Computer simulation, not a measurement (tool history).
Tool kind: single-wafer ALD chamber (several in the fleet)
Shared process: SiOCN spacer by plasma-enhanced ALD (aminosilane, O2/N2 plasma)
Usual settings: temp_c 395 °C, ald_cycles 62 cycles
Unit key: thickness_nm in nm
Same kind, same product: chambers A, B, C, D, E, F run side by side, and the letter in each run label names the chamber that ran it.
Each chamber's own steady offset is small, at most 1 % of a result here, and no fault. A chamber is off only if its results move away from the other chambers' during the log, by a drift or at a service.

| run | day | temp_c | ald_cycles | read-back reference wafer on the same gauge, thickness_nm | thickness_nm |
|---|---|---|---|---|---|
| 1B | 0.204 | 395 | 62 | 3.0914 | 3.7649 |
| 2C | 0.346 | 395 | 62 | 3.0913 | 3.7156 |
| 3E | 0.467 | 395 | 62 | 3.0914 | 3.7311 |
| 4A | 0.625 | 395 | 62 | 3.0923 | 3.7704 |
| 5D | 0.767 | 383 | 72 | 3.0929 | 4.3494 |
| 6F | 0.883 | 383 | 72 | 3.093 | 4.3292 |
| 7F | 1.017 | 383 | 72 | 3.0922 | 4.3233 |
| 8C | 1.125 | 383 | 72 | 3.0932 | 4.32 |
| 9B | 1.246 | 383 | 72 | 3.095 | 4.3693 |
| 10E | 1.412 | 383 | 72 | 3.0946 | 4.3318 |
| 11D | 1.538 | 395 | 62 | 3.095 | 3.7561 |
| 12A | 1.646 | 395 | 62 | 3.0943 | 3.7748 |
| 13F | 1.775 | 395 | 62 | 3.0952 | 3.7295 |
| 14B | 1.967 | 395 | 62 | 3.0967 | 3.7781 |
| 15A | 2.121 | 395 | 62 | 3.0969 | 3.7741 |
| 16D | 2.333 | 395 | 62 | 3.0973 | 3.7468 |
| 17E | 2.492 | 395 | 62 | 3.0967 | 3.746 |
| 18C | 2.679 | 395 | 62 | 3.0984 | 3.722 |
| 19F | 2.8 | 395 | 62 | 3.0988 | 3.7332 |
| 20A | 2.979 | 395 | 62 | 3.0998 | 3.781 |
| 21D | 3.088 | 395 | 62 | 3.0992 | 3.7574 |
| 22C | 3.296 | 395 | 62 | 3.0991 | 3.7293 |
| 23E | 3.417 | 383 | 67 | 3.1016 | 4.0514 |
| 24B | 3.558 | 383 | 67 | 3.1007 | 4.0735 |
| 25E | 3.742 | 383 | 67 | 3.102 | 4.0393 |
| 26D | 3.942 | 383 | 67 | 3.1022 | 4.0626 |
| 27C | 4.1 | 383 | 67 | 3.1032 | 4.0383 |
| 28A | 4.212 | 383 | 67 | 3.1029 | 4.0999 |
| 29F | 4.392 | 395 | 62 | 3.1035 | 3.7392 |
| 30B | 4.496 | 395 | 62 | 3.1029 | 3.7781 |
| 31F | 4.608 | 395 | 62 | 3.1042 | 3.7471 |
| 32A | 4.75 | 395 | 62 | 3.1034 | 3.7897 |
| 33C | 4.854 | 381 | 56 | 3.1055 | 3.37 |
| 34E | 4.975 | 381 | 56 | 3.1049 | 3.3854 |
| 35D | 5.079 | 381 | 56 | 3.1052 | 3.3999 |
| 36B | 5.271 | 381 | 56 | 3.1072 | 3.4187 |
| 37B | 5.488 | 381 | 56 | 3.1063 | 3.4141 |
| 38D | 5.654 | 381 | 56 | 3.1081 | 3.4044 |

One chamber off, gauge drift, or nothing amiss beyond the chambers' own small offsets? If it is a chamber, which one, and what is the likeliest cause?

Every chamber seems to shift together because the gauge that measures them all drifts; the chambers themselves are fine.
Most likely cause: gauge reads high (%) = 0.569.
